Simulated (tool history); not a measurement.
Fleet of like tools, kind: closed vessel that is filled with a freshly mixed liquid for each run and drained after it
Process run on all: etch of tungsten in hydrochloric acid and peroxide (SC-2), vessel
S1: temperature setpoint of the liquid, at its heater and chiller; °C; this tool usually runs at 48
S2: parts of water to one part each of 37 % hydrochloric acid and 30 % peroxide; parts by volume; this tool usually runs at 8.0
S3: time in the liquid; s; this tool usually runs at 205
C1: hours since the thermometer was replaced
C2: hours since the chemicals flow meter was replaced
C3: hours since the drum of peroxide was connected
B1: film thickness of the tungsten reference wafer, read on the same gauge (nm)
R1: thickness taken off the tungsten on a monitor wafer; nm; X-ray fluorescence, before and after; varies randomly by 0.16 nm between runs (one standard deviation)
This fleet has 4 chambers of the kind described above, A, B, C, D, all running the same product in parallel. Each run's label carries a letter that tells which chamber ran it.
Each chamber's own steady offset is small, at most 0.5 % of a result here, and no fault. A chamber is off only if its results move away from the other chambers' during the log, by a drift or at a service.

run 1B day=0.296 | S1=48 S2=8.0 S3=205 | C1=1868.1 C2=1608.1 C3=402.0 | B1=59.982 | R1=45.486
-- day=0.483 chamber B: chemicals flow meter replaced
run 2A day=0.542 | S1=48 S2=8.0 S3=205 | C1=2316.6 C2=357.1 C3=1164.0 | B1=59.995 | R1=46.163
run 3C day=1.004 | S1=48 S2=8.0 S3=205 | C1=529.0 C2=294.1 C3=208.9 | B1=60.009 | R1=45.904
run 4D day=1.425 | S1=48 S2=8.0 S3=205 | C1=558.4 C2=719.8 C3=394.5 | B1=59.998 | R1=45.957
-- day=1.512 chamber A: new drum of peroxide connected
run 5C day=1.746 | S1=48 S2=8.0 S3=205 | C1=546.8 C2=311.9 C3=226.7 | B1=59.987 | R1=45.704
run 6A day=2.238 | S1=48 S2=8.0 S3=205 | C1=2357.3 C2=397.8 C3=17.4 | B1=60.041 | R1=45.900
run 7B day=2.729 | S1=48 S2=8.0 S3=110 | C1=1926.5 C2=53.9 C3=460.4 | B1=60.005 | R1=24.359
run 8D day=3.129 | S1=48 S2=8.0 S3=110 | C1=599.3 C2=760.7 C3=435.4 | B1=59.978 | R1=24.543
run 9C day=3.408 | S1=48 S2=8.0 S3=110 | C1=586.7 C2=351.8 C3=266.6 | B1=59.994 | R1=24.901
run 10B day=3.796 | S1=48 S2=8.0 S3=110 | C1=1952.1 C2=79.5 C3=486.0 | B1=59.995 | R1=24.432
run 11A day=4.208 | S1=48 S2=8.0 S3=205 | C1=2404.6 C2=445.1 C3=64.7 | B1=60.009 | R1=46.234
run 12D day=4.500 | S1=48 S2=8.0 S3=205 | C1=632.2 C2=793.6 C3=468.3 | B1=59.998 | R1=45.983
run 13B day=4.742 | S1=48 S2=8.0 S3=205 | C1=1974.8 C2=102.2 C3=508.7 | B1=60.013 | R1=45.375
run 14C day=5.150 | S1=48 S2=8.0 S3=205 | C1=628.5 C2=393.6 C3=308.4 | B1=59.999 | R1=46.722
run 15D day=5.442 | S1=48 S2=8.0 S3=205 | C1=654.8 C2=816.2 C3=490.9 | B1=59.995 | R1=45.677
run 16A day=5.662 | S1=48 S2=8.0 S3=205 | C1=2439.5 C2=480.0 C3=99.6 | B1=60.008 | R1=46.179
run 17A day=6.112 | S1=48 S2=5.0 S3=205 | C1=2450.3 C2=490.8 C3=110.4 | B1=60.016 | R1=65.895
run 18B day=6.412 | S1=48 S2=5.0 S3=205 | C1=2014.9 C2=142.3 C3=548.8 | B1=60.008 | R1=65.374
run 19D day=6.892 | S1=48 S2=5.0 S3=205 | C1=689.6 C2=851.0 C3=525.7 | B1=59.990 | R1=65.094
run 20C day=7.154 | S1=48 S2=5.0 S3=205 | C1=676.6 C2=441.7 C3=356.5 | B1=59.998 | R1=66.581
run 21B day=7.446 | S1=48 S2=8.0 S3=205 | C1=2039.7 C2=167.1 C3=573.6 | B1=59.998 | R1=45.303
run 22C day=7.733 | S1=48 S2=8.0 S3=205 | C1=690.5 C2=455.6 C3=370.4 | B1=59.972 | R1=46.749
run 23D day=8.125 | S1=48 S2=11.5 S3=205 | C1=719.2 C2=880.6 C3=555.3 | B1=59.989 | R1=33.819
run 24A day=8.412 | S1=48 S2=11.5 S3=205 | C1=2505.5 C2=546.0 C3=165.6 | B1=60.004 | R1=34.033
run 25D day=8.738 | S1=48 S2=11.5 S3=205 | C1=733.9 C2=895.3 C3=570.0 | B1=60.001 | R1=33.802
run 26A day=9.125 | S1=48 S2=11.5 S3=205 | C1=2522.6 C2=563.1 C3=182.7 | B1=60.018 | R1=33.912
run 27C day=9.467 | S1=48 S2=12.0 S3=205 | C1=732.1 C2=497.2 C3=412.0 | B1=60.015 | R1=33.802

Each of the 4 chambers runs these same settings next. Fill in every chamber's results:
run 28A day=9.821 | S1=48 S2=8.0 S3=205 | R1=?
run 28B day=9.821 | S1=48 S2=8.0 S3=205 | R1=?
run 28C day=9.821 | S1=48 S2=8.0 S3=205 | R1=?
run 28D day=9.821 | S1=48 S2=8.0 S3=205 | R1=?

run=28A R1=46.041
run=28B R1=45.425
run=28C R1=46.943
run=28D R1=45.703

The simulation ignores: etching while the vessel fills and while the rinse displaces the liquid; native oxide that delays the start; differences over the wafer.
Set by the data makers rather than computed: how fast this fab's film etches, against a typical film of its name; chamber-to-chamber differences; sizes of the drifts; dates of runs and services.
